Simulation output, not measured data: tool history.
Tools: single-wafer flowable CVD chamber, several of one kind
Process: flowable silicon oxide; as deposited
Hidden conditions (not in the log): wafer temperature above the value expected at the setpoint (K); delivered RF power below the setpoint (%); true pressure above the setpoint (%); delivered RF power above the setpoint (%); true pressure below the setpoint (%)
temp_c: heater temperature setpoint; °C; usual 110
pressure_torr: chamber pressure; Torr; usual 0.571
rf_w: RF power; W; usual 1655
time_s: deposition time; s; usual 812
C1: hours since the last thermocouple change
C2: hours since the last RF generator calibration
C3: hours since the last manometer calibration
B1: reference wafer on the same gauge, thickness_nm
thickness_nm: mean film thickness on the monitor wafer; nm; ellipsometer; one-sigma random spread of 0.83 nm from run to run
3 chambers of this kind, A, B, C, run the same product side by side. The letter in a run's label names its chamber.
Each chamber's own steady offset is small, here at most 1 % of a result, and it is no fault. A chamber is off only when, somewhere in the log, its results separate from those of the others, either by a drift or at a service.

Run 1A, hour 3.9: usual settings; C1 2209; C2 1382.6; C3 2432.7; B1 190.88. Result: thickness_nm 214.57 nm.
Run 2B, hour 8.1: usual settings; C1 936.1; C2 21.6; C3 14.1; B1 191.02. Result: thickness_nm 213.66 nm.
Run 3C, hour 14.6: usual settings; C1 1238.2; C2 2317.6; C3 1308.7; B1 191.05. Result: thickness_nm 211.48 nm.
Run 4B, hour 19.3: usual settings; C1 947.3; C2 32.8; C3 25.3; B1 190.97. Result: thickness_nm 215.89 nm.
Run 5C, hour 23.8: usual settings; C1 1247.4; C2 2326.8; C3 1317.9; B1 191.33. Result: thickness_nm 211.36 nm.
Run 6A, hour 29.8: usual settings but pressure_torr 0.483 Torr; C1 2234.9; C2 1408.5; C3 2458.6; B1 191.23. Result: thickness_nm 168.95 nm.
Run 7C, hour 33.2: usual settings but pressure_torr 0.483 Torr; C1 1256.8; C2 2336.2; C3 1327.3; B1 191.02. Result: thickness_nm 166.38 nm.
Run 8B, hour 38.7: usual settings but pressure_torr 0.483 Torr; C1 966.7; C2 52.2; C3 44.7; B1 190.93. Result: thickness_nm 168.42 nm.
Run 9A, hour 43.6: usual settings but temp_c 115 °C, time_s 679 s; C1 2248.7; C2 1422.3; C3 2472.4; B1 190.84. Result: thickness_nm 152.52 nm.
At hour 46.8: chamber A: capacitance manometer re-zeroed and calibrated.
Run 10C, hour 47.8: usual settings but temp_c 115 °C, time_s 679 s; C1 1271.4; C2 2350.8; C3 1341.9; B1 191.04. Result: thickness_nm 150.79 nm.
Run 11B, hour 51.4: usual settings but temp_c 115 °C, time_s 679 s; C1 979.4; C2 64.9; C3 57.4; B1 190.97. Result: thickness_nm 153.22 nm.
Run 12A, hour 56.6: usual settings; C1 2261.7; C2 1435.3; C3 9.8; B1 190.95. Result: thickness_nm 215.25 nm.
At hour 60.5: chamber A: RF generator calibrated.
Run 13B, hour 61.1: usual settings but temp_c 114 °C, time_s 760 s; C1 989.1; C2 74.6; C3 67.1; B1 191.1. Result: thickness_nm 177.46 nm.
Run 14C, hour 66.6: usual settings but temp_c 114 °C, time_s 760 s; C1 1290.2; C2 2369.6; C3 1360.7; B1 190.95. Result: thickness_nm 171.18 nm.
At hour 69: chamber C: RF generator calibrated.
Run 15A, hour 72.6: usual settings but temp_c 114 °C, time_s 760 s; C1 2277.7; C2 12.2; C3 25.8; B1 191.18. Result: thickness_nm 178.2 nm.
Run 16C, hour 76.7: usual settings; C1 1300.3; C2 7.8; C3 1370.8; B1 191.19. Result: thickness_nm 206.54 nm.
Run 17A, hour 82.2: usual settings; C1 2287.3; C2 21.8; C3 35.4; B1 190.87. Result: thickness_nm 215.67 nm.
Run 18B, hour 87.8: usual settings; C1 1015.8; C2 101.3; C3 93.8; B1 190.85. Result: thickness_nm 214.68 nm.
Run 19B, hour 93.8: usual settings; C1 1021.8; C2 107.3; C3 99.8; B1 190.85. Result: thickness_nm 214.08 nm.
Run 20C, hour 98.6: usual settings; C1 1322.2; C2 29.7; C3 1392.7; B1 191.04. Result: thickness_nm 205.55 nm.
Run 21A, hour 101.7: usual settings; C1 2306.8; C2 41.3; C3 54.9; B1 191.03. Result: thickness_nm 214 nm.

Which is it: a chamber that has drifted or been left off by a service, a gauge drift common to all chambers, or only each chamber's usual small offset? If a chamber is off, name it and its likeliest cause.

Little by little, chamber C moves away from the other chambers.
Most likely cause: true pressure below the setpoint (%) = 2.45.
The log may not separate it from: wafer temperature above the value expected at the setpoint (K).

Chamber C could run next with any of the 4 candidate recipes listed below; each alters the usual settings, and their results appear as question marks. Which one brings its results back in line with what the other chambers deliver on the usual settings?
A result is in line if it is within this distance of the other chambers' mean on the usual settings: thickness_nm 2.9 nm
Run 22C-1, hour 106.7: usual settings but time_s 848 s. Result: thickness_nm ?.
Run 22C-2, hour 106.7: usual settings but temp_c 108 °C, rf_w 1660 W, time_s 823 s. Result: thickness_nm ?.
Run 22C-3, hour 106.7: usual settings but rf_w 1635 W, time_s 778 s. Result: thickness_nm ?.
Run 22C-4, hour 106.7: usual settings but pressure_torr 0.546 Torr, rf_w 1645 W, time_s 795 s. Result: thickness_nm ?.

Other chambers, usual settings, mean: thickness_nm 214.48 nm
  run  thickness_nm
22C-1         214.1
22C-2         221.8
22C-3        195.77
22C-4        188.35
The answer is 22C-1, which returns the chamber to within the allowed miss of the others.

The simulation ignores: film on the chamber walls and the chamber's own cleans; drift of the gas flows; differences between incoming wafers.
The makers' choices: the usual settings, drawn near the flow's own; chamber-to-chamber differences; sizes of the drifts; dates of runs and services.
